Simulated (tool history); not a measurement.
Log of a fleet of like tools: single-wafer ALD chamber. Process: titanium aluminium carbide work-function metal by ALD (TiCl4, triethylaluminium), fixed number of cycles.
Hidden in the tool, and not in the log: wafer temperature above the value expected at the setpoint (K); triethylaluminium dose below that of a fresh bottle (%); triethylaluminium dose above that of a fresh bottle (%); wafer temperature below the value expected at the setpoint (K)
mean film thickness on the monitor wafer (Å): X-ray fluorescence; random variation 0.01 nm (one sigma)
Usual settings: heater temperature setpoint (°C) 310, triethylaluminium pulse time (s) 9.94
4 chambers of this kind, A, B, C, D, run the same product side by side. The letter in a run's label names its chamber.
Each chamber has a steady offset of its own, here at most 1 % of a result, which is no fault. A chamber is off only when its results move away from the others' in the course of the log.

| run | hour | heater temperature setpoint (°C) | triethylaluminium pulse time (s) | hours since the last thermocouple change | hours since the last triethylaluminium bottle change | read-back reference wafer on the same gauge, thickness_nm | mean film thickness on the monitor wafer (Å) |
|---|---|---|---|---|---|---|---|
| 1B | 7.9 | 310 | 9.94 | 1066.6 | 684.1 | 1.7778 | 20.944 |
| 2D | 15.9 | 310 | 9.94 | 502.2 | 314.8 | 1.7773 | 20.900 |
| 3C | 25.8 | 310 | 9.94 | 1783.6 | 794.7 | 1.7813 | 21.042 |
| 4A | 34.6 | 310 | 9.94 | 664.8 | 719.1 | 1.7821 | 20.727 |
| 5A | 41.2 | 310 | 9.94 | 671.4 | 725.7 | 1.7809 | 20.620 |
| 6B | 50.1 | 310 | 9.94 | 1108.8 | 726.3 | 1.7785 | 20.986 |
| 7D | 61.1 | 310 | 9.94 | 547.4 | 360.0 | 1.7803 | 20.833 |
| 8C | 69.2 | 310 | 9.94 | 1827.0 | 838.1 | 1.7798 | 21.284 |
| 9B | 78.1 | 310 | 9.94 | 1136.8 | 754.3 | 1.7785 | 20.814 |
| 10A | 88.4 | 310 | 9.94 | 718.6 | 772.9 | 1.7801 | 20.628 |
| 11C | 96.9 | 298 | 12.26 | 1854.7 | 865.8 | 1.7800 | 20.236 |
| 12D | 105.9 | 298 | 12.26 | 592.2 | 404.8 | 1.7786 | 20.267 |
| 13C | 113.0 | 298 | 12.26 | 1870.8 | 881.9 | 1.7780 | 20.494 |
| 14D | 123.3 | 298 | 12.26 | 609.6 | 422.2 | 1.7792 | 20.217 |
| 15A | 130.1 | 310 | 9.94 | 760.3 | 814.6 | 1.7798 | 20.782 |
| 16B | 137.4 | 310 | 9.94 | 1196.1 | 813.6 | 1.7806 | 20.547 |
| 17A | 145.8 | 310 | 9.94 | 776.0 | 830.3 | 1.7793 | 20.764 |
| 18C | 152.5 | 310 | 9.94 | 1910.3 | 921.4 | 1.7805 | 21.132 |
| 19B | 159.9 | 310 | 9.94 | 1218.6 | 836.1 | 1.7793 | 20.575 |
| 20D | 165.6 | 310 | 9.94 | 651.9 | 464.5 | 1.7792 | 20.857 |
| 21D | 171.9 | 310 | 9.94 | 658.2 | 470.8 | 1.7790 | 20.731 |
| 22C | 180.6 | 310 | 9.94 | 1938.4 | 949.5 | 1.7811 | 21.098 |
| 23A | 190.1 | 310 | 9.94 | 820.3 | 874.6 | 1.7814 | 20.752 |
| 24B | 196.4 | 322 | 9.94 | 1255.1 | 872.6 | 1.7799 | 21.597 |
|  | 202.6 | chamber C: thermocouple changed; heater temperature recalibrated |
| 25B | 202.7 | 322 | 9.94 | 1261.4 | 878.9 | 1.7806 | 21.376 |
| 26A | 212.8 | 322 | 9.94 | 843.0 | 897.3 | 1.7785 | 21.871 |
| 27D | 219.1 | 322 | 9.94 | 705.4 | 518.0 | 1.7786 | 22.020 |
| 28C | 224.2 | 310 | 9.94 | 21.6 | 993.1 | 1.7801 | 21.152 |
|  | 224.6 | chamber C: triethylaluminium bottle replaced |
| 29B | 232.8 | 310 | 9.94 | 1291.5 | 909.0 | 1.7815 | 20.466 |
| 30A | 241.6 | 310 | 9.94 | 871.8 | 926.1 | 1.7802 | 20.691 |
| 31D | 248.1 | 310 | 9.94 | 734.4 | 547.0 | 1.7781 | 20.780 |
| 32C | 257.0 | 310 | 9.94 | 54.4 | 32.4 | 1.7784 | 21.113 |
| 33D | 264.0 | 310 | 9.94 | 750.3 | 562.9 | 1.7796 | 20.871 |
| 34A | 274.9 | 310 | 9.94 | 905.1 | 959.4 | 1.7788 | 20.733 |
| 35B | 284.7 | 310 | 9.94 | 1343.4 | 960.9 | 1.7820 | 20.049 |
| 36C | 290.0 | 310 | 9.94 | 87.4 | 65.4 | 1.7804 | 20.912 |

Is one chamber off against the others, does the gauge drift, or is nothing wrong? If a chamber is off, say which, and what the likeliest cause is.

Chamber B drifts away from the others.
Cause: triethylaluminium dose below that of a fresh bottle (%) = 27.7.

Here are 4 candidates for chamber B's next run, each the usual settings with a change, their results left as question marks. Which one brings its results back in line with what the others give on the usual settings?
In line means no further than this from the other chambers' mean on the usual settings: mean film thickness on the monitor wafer (Å) 0.350
| 37B-1 | 298.3 | 308 | 9.26 |  |  |  | ? |
| 37B-2 | 298.3 | 307 | 8.62 |  |  |  | ? |
| 37B-3 | 298.3 | 315 | 11.72 |  |  |  | ? |
| 37B-4 | 298.3 | 312 | 10.62 |  |  |  | ? |

The other chambers' mean on the usual settings: mean film thickness on the monitor wafer (Å) 20.910
| run | mean film thickness on the monitor wafer (Å) |
|---|---|
| 37B-1 | 19.287 |
| 37B-2 | 18.839 |
| 37B-3 | 20.867 |
| 37B-4 | 20.238 |
37B-3 brings the chamber back in line.
